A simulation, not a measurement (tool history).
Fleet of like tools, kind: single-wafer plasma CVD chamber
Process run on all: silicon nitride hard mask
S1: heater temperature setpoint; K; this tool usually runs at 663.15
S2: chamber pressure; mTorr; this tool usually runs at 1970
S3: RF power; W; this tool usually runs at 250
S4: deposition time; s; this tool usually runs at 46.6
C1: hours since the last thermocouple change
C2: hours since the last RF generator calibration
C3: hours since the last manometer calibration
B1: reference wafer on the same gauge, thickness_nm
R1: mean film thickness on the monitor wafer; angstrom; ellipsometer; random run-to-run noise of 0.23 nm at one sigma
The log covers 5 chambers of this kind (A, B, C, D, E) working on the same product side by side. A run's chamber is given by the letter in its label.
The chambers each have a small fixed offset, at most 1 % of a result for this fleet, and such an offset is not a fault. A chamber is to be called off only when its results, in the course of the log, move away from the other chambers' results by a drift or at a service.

| run | day | S1 | S2 | S3 | S4 | C1 | C2 | C3 | B1 | R1 |
|---|---|---|---|---|---|---|---|---|---|---|
| 1A | 0.267 | 663.15 | 1970 | 250 | 46.6 | 148.8 | 798.2 | 2407.9 | 58.133 | 499.09 |
| 2E | 0.654 | 663.15 | 1970 | 250 | 46.6 | 751.1 | 1119.5 | 1018.7 | 58.149 | 506.10 |
|  | 0.788 | chamber C: RF generator calibrated |
| 3B | 0.888 | 663.15 | 1970 | 250 | 46.6 | 1313.5 | 105.3 | 1343.3 | 58.072 | 505.01 |
| 4D | 1.262 | 663.15 | 1970 | 250 | 46.6 | 982.5 | 1889.2 | 897.7 | 58.118 | 502.58 |
| 5C | 1.712 | 663.15 | 1970 | 250 | 46.6 | 1093.3 | 22.2 | 625.6 | 58.083 | 504.97 |
| 6E | 1.975 | 663.15 | 1970 | 250 | 46.6 | 782.8 | 1151.2 | 1050.4 | 58.068 | 504.68 |
| 7A | 2.442 | 663.15 | 1970 | 250 | 46.6 | 201.0 | 850.4 | 2460.1 | 58.090 | 500.87 |
| 8C | 2.717 | 663.15 | 1970 | 250 | 46.6 | 1117.4 | 46.3 | 649.7 | 58.067 | 501.58 |
|  | 2.854 | chamber B: capacitance manometer re-zeroed and calibrated |
| 9D | 3.233 | 663.15 | 1970 | 250 | 46.6 | 1029.8 | 1936.5 | 945.0 | 58.074 | 504.78 |
| 10B | 3.750 | 663.15 | 1970 | 250 | 46.6 | 1382.2 | 174.0 | 21.5 | 58.080 | 505.72 |
| 11C | 4.271 | 663.15 | 1970 | 250 | 46.6 | 1154.7 | 83.6 | 687.0 | 58.120 | 498.91 |
| 12E | 4.771 | 663.15 | 1970 | 250 | 46.6 | 849.9 | 1218.3 | 1117.5 | 58.083 | 506.31 |
|  | 5.021 | chamber C: thermocouple changed; heater temperature recalibrated |
| 13B | 5.075 | 663.15 | 1970 | 250 | 46.6 | 1414.0 | 205.8 | 53.3 | 58.083 | 506.98 |
| 14A | 5.546 | 663.15 | 1970 | 250 | 46.6 | 275.5 | 924.9 | 2534.6 | 58.113 | 498.06 |
| 15D | 5.825 | 663.15 | 1970 | 250 | 46.6 | 1092.0 | 1998.7 | 1007.2 | 58.114 | 501.70 |
| 16E | 6.296 | 663.15 | 1620 | 250 | 46.6 | 886.5 | 1254.9 | 1154.1 | 58.096 | 478.61 |
|  | 6.417 | chamber D: RF generator calibrated |
| 17B | 6.725 | 663.15 | 1620 | 250 | 46.6 | 1453.6 | 245.4 | 92.9 | 58.126 | 480.41 |
| 18D | 7.083 | 663.15 | 1620 | 250 | 46.6 | 1122.2 | 16.1 | 1037.4 | 58.032 | 474.16 |
| 19A | 7.329 | 663.15 | 1620 | 250 | 46.6 | 318.3 | 967.7 | 2577.4 | 58.122 | 474.39 |
| 20C | 7.612 | 663.15 | 1620 | 250 | 46.6 | 62.3 | 163.8 | 767.2 | 58.162 | 478.24 |
| 21B | 8.058 | 663.15 | 1970 | 250 | 46.6 | 1485.6 | 277.4 | 124.9 | 58.092 | 507.66 |
| 22E | 8.354 | 663.15 | 1970 | 250 | 46.6 | 935.9 | 1304.3 | 1203.5 | 58.078 | 507.35 |
|  | 8.554 | chamber A: capacitance manometer re-zeroed and calibrated |
| 23D | 8.708 | 663.15 | 1970 | 250 | 46.6 | 1161.2 | 55.1 | 1076.4 | 58.147 | 505.67 |
|  | 8.892 | chamber A: RF generator calibrated |
| 24C | 9.204 | 663.15 | 1970 | 250 | 46.6 | 100.5 | 202.0 | 805.4 | 58.114 | 504.47 |
| 25A | 9.667 | 663.15 | 1740 | 250 | 46.6 | 374.4 | 18.6 | 26.7 | 58.123 | 488.08 |
|  | 9.983 | chamber D: capacitance manometer re-zeroed and calibrated |
| 26B | 10.129 | 663.15 | 1740 | 250 | 46.6 | 1535.3 | 327.1 | 174.6 | 58.109 | 492.12 |
| 27A | 10.408 | 663.15 | 1740 | 250 | 46.6 | 392.2 | 36.4 | 44.5 | 58.032 | 482.04 |
| 28E | 10.800 | 663.15 | 1740 | 250 | 46.6 | 994.6 | 1363.0 | 1262.2 | 58.122 | 484.85 |
| 29D | 11.250 | 663.15 | 1740 | 250 | 46.6 | 1222.2 | 116.1 | 30.4 | 58.088 | 487.08 |
| 30C | 11.608 | 663.15 | 1970 | 250 | 46.6 | 158.2 | 259.7 | 863.1 | 58.120 | 501.96 |

For the next run the whole fleet of 5 chambers uses the same settings. Give each chamber's results:
| 31A | 11.988 | 663.15 | 1970 | 250 | 46.6 |  |  |  |  | ? |
| 31B | 11.988 | 663.15 | 1970 | 250 | 46.6 |  |  |  |  | ? |
| 31C | 11.988 | 663.15 | 1970 | 250 | 46.6 |  |  |  |  | ? |
| 31D | 11.988 | 663.15 | 1970 | 250 | 46.6 |  |  |  |  | ? |
| 31E | 11.988 | 663.15 | 1970 | 250 | 46.6 |  |  |  |  | ? |

| run | R1 |
|---|---|
| 31A | 501.33 |
| 31B | 508.05 |
| 31C | 503.58 |
| 31D | 503.59 |
| 31E | 503.55 |
